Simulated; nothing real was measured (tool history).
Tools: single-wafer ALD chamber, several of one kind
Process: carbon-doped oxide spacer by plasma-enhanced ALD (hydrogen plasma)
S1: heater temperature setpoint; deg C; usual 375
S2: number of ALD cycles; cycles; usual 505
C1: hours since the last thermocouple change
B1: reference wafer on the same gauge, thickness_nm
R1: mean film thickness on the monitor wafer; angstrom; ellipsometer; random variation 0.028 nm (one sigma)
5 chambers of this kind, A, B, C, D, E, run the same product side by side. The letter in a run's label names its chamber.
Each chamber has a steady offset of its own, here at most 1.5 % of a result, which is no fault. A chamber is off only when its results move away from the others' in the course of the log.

run	hour	S1	S2	C1	B1	R1
1E	6.2	375	505	360.6	21.795	252.19
2C	12.6	375	505	442.1	21.795	250.12
3D	17.5	375	505	901.8	21.79	249.44
4A	22.8	375	505	565.7	21.782	253.11
5B	26.3	375	505	550.5	21.786	249.6
6D	30.2	375	505	914.5	21.781	250.06
7E	34.5	375	505	388.9	21.78	252.39
8A	38.7	375	505	581.6	21.775	252.48
9B	44.4	375	505	568.6	21.774	249.29
10C	48.9	375	505	478.4	21.779	250.27
11C	54.5	375	505	484	21.772	250.02
12A	59.8	375	505	602.7	21.768	252.6
13E	62.9	375	505	417.3	21.767	251.87
14D	68.7	375	505	953	21.767	249.49
15B	74.8	375	505	599	21.76	249.27
16A	80.1	385	413	623	21.761	206.69
17B	85.8	385	413	610	21.758	203.73
18D	91.8	385	413	976.1	21.75	204.45
19C	95	385	413	524.5	21.749	204.25
20E	100.5	385	413	454.9	21.751	206.5
21B	103.9	375	505	628.1	21.742	248.96
22A	110.7	375	505	653.6	21.741	252.44
23C	116.4	375	505	545.9	21.737	250.11
24E	119.4	375	505	473.8	21.737	251.54
25D	123.5	375	505	1007.8	21.736	249.13
26C	127.4	375	505	556.9	21.736	250.34
27E	130.6	375	505	485	21.728	251.88
28A	137	375	505	679.9	21.728	252.37
29D	143.7	375	412	1028	21.717	203.13
30B	147.8	375	412	672	21.727	203.25
31C	153	375	412	582.5	21.726	203.64
32D	156.5	375	412	1040.8	21.716	203.82
33E	162.4	375	412	516.8	21.72	205.13
34A	166.9	375	505	709.8	21.714	252.14
35B	171.7	375	505	695.9	21.708	249.39
36E	174.9	375	505	529.3	21.709	251.49
37D	180.9	375	505	1065.2	21.705	249.57
38B	187.4	375	505	711.6	21.695	248.23

All 5 chambers run these settings next. Forecast each chamber's results:
39A	192.4	375	505			?
39B	192.4	375	505			?
39C	192.4	375	505			?
39D	192.4	375	505			?
39E	192.4	375	505			?

run	R1
39A	251.91
39B	248.54
39C	249.82
39D	248.28
39E	251.16
